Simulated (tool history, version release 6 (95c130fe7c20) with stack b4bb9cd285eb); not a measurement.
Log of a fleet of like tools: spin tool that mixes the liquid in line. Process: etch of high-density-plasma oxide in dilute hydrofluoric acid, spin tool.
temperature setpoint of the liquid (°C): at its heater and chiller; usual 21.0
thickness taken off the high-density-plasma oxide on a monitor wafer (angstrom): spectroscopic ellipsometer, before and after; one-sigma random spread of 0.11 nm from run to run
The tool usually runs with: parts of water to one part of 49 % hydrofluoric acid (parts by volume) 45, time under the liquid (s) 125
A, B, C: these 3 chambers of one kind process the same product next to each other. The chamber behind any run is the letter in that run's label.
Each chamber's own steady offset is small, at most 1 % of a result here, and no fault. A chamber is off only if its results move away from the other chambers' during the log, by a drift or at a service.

run,hour,temperature setpoint of the liquid (°C),parts of water to one part of 49 % hydrofluoric acid (parts by volume),time under the liquid (s),"read-back film thickness of the high-density-plasma oxide reference wafer, read on the same gauge (nm)",thickness taken off the high-density-plasma oxide on a monitor wafer (angstrom)
1A,7.0,21.0,45,125,109.97,134.130
2C,12.2,21.0,45,125,109.98,134.930
3B,19.9,21.0,45,125,110.02,134.750
# hour 21.9: chamber C: thermometer replaced
4B,25.2,21.0,45,125,110.01,137.110
5A,31.9,21.0,45,125,109.95,134.860
6C,38.9,21.0,45,125,110.01,133.820
7B,43.2,21.0,45,125,109.94,135.110
8A,48.9,21.0,35,200,110.04,283.840
9C,54.4,21.0,35,200,110.01,281.130
10B,61.4,21.0,35,200,110.04,278.930
11A,68.6,21.0,45,125,109.98,133.200
12C,76.7,21.0,45,125,109.95,135.120
13C,84.4,21.0,45,125,109.97,135.980
14B,88.3,21.0,45,125,110.00,132.860
15A,93.7,21.0,45,125,110.07,133.480
# hour 94.7: chamber B: thermometer replaced
16C,97.7,21.0,55,125,109.98,110.930
17B,105.2,21.0,55,125,110.00,110.160
18A,110.4,21.0,55,125,109.98,108.010
19B,118.7,21.0,45,125,109.99,134.190
20A,123.0,21.0,45,125,109.97,135.950
21C,128.6,21.0,45,125,110.02,135.150
22B,133.4,21.0,45,125,110.03,135.740
23C,139.8,21.0,45,125,110.00,134.630
24A,147.7,21.0,45,55,109.99,59.153
25A,155.3,21.0,45,55,109.99,58.485
26B,162.5,21.0,45,55,109.98,58.669
27C,168.1,23.5,55,125,109.99,122.280
28C,175.1,23.5,55,125,109.98,121.110
29B,182.0,23.5,55,125,110.05,118.350
30A,189.9,21.0,45,125,109.98,132.950
31A,194.3,21.0,45,125,110.00,132.560
32B,201.1,21.0,45,125,109.97,133.020
33C,205.0,21.0,45,125,109.99,133.690
34A,211.2,21.0,45,180,110.04,193.870
35B,218.1,21.0,45,180,109.99,194.450
36C,222.0,21.0,45,180,109.97,196.890
37A,227.2,21.0,45,125,109.99,134.450
38C,233.8,21.0,45,125,110.03,136.780

Predict what each chamber gives when all 3 of them run the settings below next.
39A,240.1,25.0,45,125,,?
39B,240.1,25.0,45,125,,?
39C,240.1,25.0,45,125,,?

run,thickness taken off the high-density-plasma oxide on a monitor wafer (angstrom)
39A,159.110
39B,157.480
39C,156.820
